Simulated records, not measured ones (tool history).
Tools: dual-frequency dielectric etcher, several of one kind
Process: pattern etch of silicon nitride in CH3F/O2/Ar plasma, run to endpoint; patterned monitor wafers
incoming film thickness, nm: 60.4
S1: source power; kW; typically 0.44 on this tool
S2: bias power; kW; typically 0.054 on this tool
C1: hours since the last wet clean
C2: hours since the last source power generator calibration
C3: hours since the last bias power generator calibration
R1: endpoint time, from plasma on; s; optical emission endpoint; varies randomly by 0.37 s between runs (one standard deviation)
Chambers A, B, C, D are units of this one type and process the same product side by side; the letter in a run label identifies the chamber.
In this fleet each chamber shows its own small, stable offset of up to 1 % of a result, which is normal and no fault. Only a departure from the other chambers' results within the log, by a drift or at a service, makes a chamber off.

run,hour,S1,S2,C1,C2,C3,R1
1B,2.8,0.44,0.054,14.8,958.5,16.2,92.166
2A,8.6,0.44,0.054,352.9,1960.3,2168.1,93.288
3D,12.6,0.44,0.054,409.6,787.8,3066.6,91.952
4C,17.6,0.44,0.054,323.6,1194.3,1848.4,92.764
5C,23.4,0.44,0.054,329.4,1200.1,1854.2,91.923
6D,26.8,0.44,0.054,423.8,802,3080.8,92.717
7B,33,0.44,0.054,45,988.7,46.4,92.334
8A,38.3,0.44,0.054,382.6,1990,2197.8,92.176
9B,42.3,0.44,0.054,54.3,998,55.7,93.213
10D,47.2,0.44,0.054,444.2,822.4,3101.2,91.512
11A,50.1,0.44,0.054,394.4,2001.8,2209.6,92.343
12C,53.5,0.44,0.054,359.5,1230.2,1884.3,92.552
13C,57.3,0.44,0.054,363.3,1234,1888.1,92.209
14A,63.3,0.44,0.054,407.6,2015,2222.8,92.45
15B,66.1,0.44,0.054,78.1,1021.8,79.5,92.626
# hour 68.9: chamber A: wet clean of the chamber
16D,71.6,0.44,0.054,468.6,846.8,3125.6,92.109
17C,75.5,0.44,0.054,381.5,1252.2,1906.3,91.965
18A,80,0.44,0.054,11.2,2031.7,2239.5,95.836
19B,85.4,0.44,0.054,97.4,1041.1,98.8,92.753
20D,91.3,0.44,0.054,488.3,866.5,3145.3,92.282
21A,94.9,0.44,0.054,26.1,2046.6,2254.4,96.417
22D,97.8,0.44,0.054,494.8,873,3151.8,92.365
23C,101.4,0.44,0.054,407.4,1278.1,1932.2,92.842
24B,105.8,0.44,0.054,117.8,1061.5,119.2,92.907
25D,110,0.44,0.054,507,885.2,3164,92.53
26A,115.3,0.44,0.054,46.5,2067,2274.8,95.823
27C,118,0.44,0.054,424,1294.7,1948.8,91.643
28B,123.6,0.44,0.054,135.6,1079.3,137,92.835

Has any chamber moved away from the others, gradually or after a service, or does the common gauge drift, or do the chambers differ only by their own small steady offsets? State the chamber and the most likely cause if one applies.

Chamber A has stood off from the others ever since a service on it.
What lies behind it: etch rate under this chamber's usual, % = 3.73.

Chamber A could run next with any of the 4 candidate recipes listed below; each alters the usual settings, and their results appear as question marks. Which one brings its results back in line with what the other chambers deliver on the usual settings?
Allowed miss from the other chambers' usual-settings mean, per result, to count as in line: R1 1.3 s
29A-1,128.1,0.43,0.054,,,,?
29A-2,128.1,0.46,0.057,,,,?
29A-3,128.1,0.42,0.051,,,,?
29A-4,128.1,0.44,0.056,,,,?

Other chambers, usual settings, mean: R1 92.245 s
run,R1
29A-1,96.767
29A-2,92.652
29A-3,99.457
29A-4,94.792
The right change is 29A-2: it brings the chamber back within the allowed miss of the others.

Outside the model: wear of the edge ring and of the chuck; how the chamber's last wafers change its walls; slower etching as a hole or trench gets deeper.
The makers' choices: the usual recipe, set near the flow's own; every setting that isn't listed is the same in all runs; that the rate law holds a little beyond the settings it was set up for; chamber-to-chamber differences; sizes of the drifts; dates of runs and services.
